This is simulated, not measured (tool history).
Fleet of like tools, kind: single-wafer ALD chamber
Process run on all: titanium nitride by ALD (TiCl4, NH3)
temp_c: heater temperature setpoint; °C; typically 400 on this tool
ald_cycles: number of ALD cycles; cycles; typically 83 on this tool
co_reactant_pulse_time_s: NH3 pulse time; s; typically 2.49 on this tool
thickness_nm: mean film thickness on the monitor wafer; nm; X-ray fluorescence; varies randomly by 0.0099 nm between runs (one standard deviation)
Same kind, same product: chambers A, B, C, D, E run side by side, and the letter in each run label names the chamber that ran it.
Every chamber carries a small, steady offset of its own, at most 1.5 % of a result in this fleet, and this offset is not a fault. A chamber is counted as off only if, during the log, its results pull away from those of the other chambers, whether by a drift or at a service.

run   hour  temp_c  ald_cycles  co_reactant_pulse_time_s  hours since the last thermocouple change  read-back reference wafer on the same gauge, thickness_nm  thickness_nm
 1D   11.3     400          83                      2.49                                     962.3                                                     1.5011         1.842
 2C   21.4     400          83                      2.49                                     818.7                                                     1.5022        1.8451
 3A   33.8     400          83                      2.49                                      83.7                                                     1.4994         1.856
 4E   40.9     400          83                      2.49                                      1913                                                     1.4995        1.8599
 5B   48.3     400          83                      2.49                                     594.4                                                     1.5009        1.8643
 6E   56.9     400          83                      2.49                                      1929                                                     1.5001        1.8375
 7C   69.8     400          83                      2.49                                     867.1                                                     1.4991        1.8578
 8A   76.1     400          83                      2.49                                       126                                                     1.4998        1.8777
 9B   83.7     400          83                      2.49                                     629.8                                                     1.4986        1.8611
10D   95.6     400          83                      2.49                                    1046.6                                                     1.5004        1.8393
11B  104.3     400          83                      2.49                                     650.4                                                        1.5        1.8778
12D  115.8     400          83                      1.82                                    1066.8                                                     1.5004        1.8314
13E  124.6     400          83                      1.82                                    1996.7                                                     1.5024        1.8129
14C  137.5     400          83                      1.82                                     934.8                                                     1.4999        1.8205
15A  148.3     400          83                      1.82                                     198.2                                                     1.4998        1.8281
16B  155.7     400          83                      1.82                                     701.8                                                     1.4995        1.8423
17E  166.5     400          83                      2.49                                    2038.6                                                     1.5002        1.8336
18C  175.9     400          83                      2.49                                     973.2                                                     1.4985        1.8336
19D  185.6     400          83                      2.49                                    1136.6                                                     1.5006        1.8498
20A    196     400          83                      2.49                                     245.9                                                     1.4999        1.8657
21C  208.9     400          83                      2.49                                    1006.2                                                     1.5006        1.8423
22B  222.1     400          83                      2.49                                     768.2                                                     1.4997        1.8592
23A  229.8     400          83                      2.49                                     279.7                                                     1.4999        1.8669
24E    241     400          83                      2.49                                    2113.1                                                     1.4998        1.8379
25D  251.6     400          83                      2.49                                    1202.6                                                     1.5009        1.8288
26C  262.6     400          83                      2.49                                    1059.9                                                     1.5011        1.8431
27E    271     400          95                      3.09                                    2143.1                                                     1.4983        2.1285
28D  278.5     400          95                      3.09                                    1229.5                                                     1.4997        2.1362
       286  -- chamber C: thermocouple changed; heater temperature recalibrated
29A  288.3     400          95                      3.09                                     338.2                                                     1.5012        2.1617
30B  295.5     400          95                      3.09                                     841.6                                                     1.5003        2.1453
31A  306.5     400          95                      3.09                                     356.4                                                      1.499        2.1371
32E    316     400          83                      2.49                                    2188.1                                                     1.5011        1.8156
33C  327.8     400          83                      2.49                                      41.9                                                     1.5006        1.8444
34B  339.7     400          83                      2.49                                     885.8                                                     1.4997        1.8606
35D  351.9     400          83                      2.49                                    1302.9                                                     1.4993        1.8548
36C  364.7     400          83                      2.99                                      78.8                                                     1.5008        1.8499
37E  376.8     400          83                      2.99                                    2248.9                                                     1.4999        1.8507
38D    388     400          83                      2.99                                      1339                                                     1.4996        1.8668
39A  397.3     400          83                      2.99                                     447.2                                                     1.5017          1.88

Does one chamber stand apart from the rest, does the shared gauge drift, or is all well apart from small per-chamber offsets? Give the chamber and the most likely cause, where there is one.

The fleet is healthy, with each chamber sitting at its usual small offset and no drift in the gauge.
